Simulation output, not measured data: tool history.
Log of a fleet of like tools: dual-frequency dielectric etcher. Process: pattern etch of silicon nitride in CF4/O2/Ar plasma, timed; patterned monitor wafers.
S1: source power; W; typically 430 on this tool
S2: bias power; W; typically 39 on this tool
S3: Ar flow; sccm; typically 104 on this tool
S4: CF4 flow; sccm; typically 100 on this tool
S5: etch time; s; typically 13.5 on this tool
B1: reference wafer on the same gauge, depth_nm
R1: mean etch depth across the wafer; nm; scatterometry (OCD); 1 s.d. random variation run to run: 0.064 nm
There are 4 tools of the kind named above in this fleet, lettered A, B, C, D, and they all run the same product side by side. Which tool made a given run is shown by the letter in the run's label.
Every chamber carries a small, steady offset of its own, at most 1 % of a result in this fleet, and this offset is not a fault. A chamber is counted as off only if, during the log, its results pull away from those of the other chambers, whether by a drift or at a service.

| run | hour | S1 | S2 | S3 | S4 | S5 | B1 | R1 |
|---|---|---|---|---|---|---|---|---|
| 1B | 15.1 | 430 | 39 | 104 | 100 | 13.5 | 20.111 | 20.348 |
| 2D | 24.7 | 430 | 39 | 104 | 100 | 13.5 | 20.097 | 20.431 |
| 3A | 38.9 | 430 | 39 | 104 | 100 | 13.5 | 20.105 | 20.377 |
| 4C | 52.1 | 430 | 39 | 104 | 100 | 13.5 | 20.098 | 20.509 |
| 5C | 59.5 | 430 | 39 | 104 | 100 | 13.5 | 20.119 | 20.312 |
| 6A | 68.3 | 430 | 33 | 90 | 100 | 13.5 | 20.110 | 19.441 |
|  | 79.1 | chamber D: wet clean of the chamber |
| 7B | 79.2 | 430 | 33 | 90 | 100 | 13.5 | 20.115 | 19.612 |
|  | 87.6 | chamber C: Ar flow controller replaced |
| 8D | 92.4 | 430 | 33 | 90 | 100 | 13.5 | 20.102 | 19.865 |
|  | 97.6 | chamber A: wet clean of the chamber |
| 9C | 100.3 | 430 | 33 | 90 | 100 | 13.5 | 20.094 | 19.437 |
| 10A | 115.1 | 430 | 39 | 104 | 100 | 13.5 | 20.103 | 20.345 |
| 11B | 121.9 | 430 | 39 | 104 | 100 | 13.5 | 20.095 | 20.412 |
| 12D | 131.9 | 430 | 39 | 104 | 100 | 13.5 | 20.093 | 20.485 |
| 13D | 141.4 | 430 | 39 | 104 | 100 | 13.5 | 20.096 | 20.369 |
| 14B | 149.9 | 430 | 39 | 104 | 100 | 13.5 | 20.100 | 20.341 |
| 15A | 159.0 | 430 | 39 | 104 | 100 | 13.5 | 20.099 | 20.270 |
| 16C | 168.6 | 430 | 39 | 104 | 100 | 13.5 | 20.083 | 20.128 |
| 17C | 181.1 | 430 | 39 | 104 | 100 | 13.5 | 20.088 | 20.088 |
| 18A | 189.5 | 430 | 39 | 104 | 100 | 13.5 | 20.080 | 20.310 |
| 19D | 196.0 | 430 | 39 | 104 | 100 | 13.5 | 20.097 | 20.386 |
| 20B | 204.3 | 430 | 39 | 104 | 100 | 13.5 | 20.083 | 20.431 |
| 21D | 212.2 | 430 | 39 | 104 | 100 | 13.5 | 20.097 | 20.452 |
| 22A | 221.4 | 430 | 39 | 104 | 100 | 13.5 | 20.100 | 20.095 |
| 23C | 233.8 | 430 | 39 | 104 | 100 | 13.5 | 20.101 | 20.113 |
| 24B | 248.9 | 430 | 39 | 104 | 100 | 13.5 | 20.097 | 20.455 |
| 25A | 263.0 | 430 | 39 | 104 | 100 | 13.5 | 20.119 | 20.198 |
|  | 263.1 | chamber B: Ar flow controller replaced |
| 26D | 277.5 | 430 | 39 | 104 | 100 | 13.5 | 20.101 | 20.538 |
| 27B | 286.9 | 380 | 39 | 104 | 89 | 13.5 | 20.076 | 17.921 |
| 28C | 297.8 | 380 | 39 | 104 | 89 | 13.5 | 20.101 | 17.680 |
| 29C | 308.5 | 380 | 39 | 104 | 89 | 13.5 | 20.093 | 17.546 |
|  | 313.8 | chamber B: wet clean of the chamber |
| 30B | 319.6 | 380 | 39 | 104 | 89 | 13.5 | 20.099 | 17.881 |
| 31A | 331.1 | 490 | 39 | 95 | 100 | 13.5 | 20.106 | 23.027 |
| 32D | 343.4 | 490 | 39 | 95 | 100 | 13.5 | 20.093 | 23.230 |
| 33B | 355.8 | 490 | 39 | 95 | 100 | 13.5 | 20.099 | 23.080 |

Is one chamber off against the others, does the gauge drift, or is nothing wrong? If a chamber is off, say which, and what the likeliest cause is.

It is chamber C that slowly wanders off from its peers.
Likeliest cause: etch rate under this chamber's usual, % = 3.17.
It could be hard to tell apart here from: source power that arrives under what is set, %.

Here are 4 candidates for chamber C's next run, each the usual settings with a change, their results left as question marks. Which one brings its results back in line with what the others give on the usual settings?
To be in line, a result may differ from the other chambers' mean on the usual settings by at most: R1 0.220 nm
| 34C-1 | 366.6 | 410 | 38 | 104 | 100 | 13.5 |  | ? |
| 34C-2 | 366.6 | 430 | 39 | 104 | 121 | 13.5 |  | ? |
| 34C-3 | 366.6 | 430 | 40 | 104 | 101 | 14.0 |  | ? |
| 34C-4 | 366.6 | 430 | 39 | 126 | 100 | 13.5 |  | ? |

The other chambers' mean on the usual settings: R1 20.377 nm
| run | R1 |
|---|---|
| 34C-1 | 18.837 |
| 34C-2 | 20.326 |
| 34C-3 | 20.784 |
| 34C-4 | 19.307 |
34C-2 is the one that brings the chamber's results back in line with the other chambers.
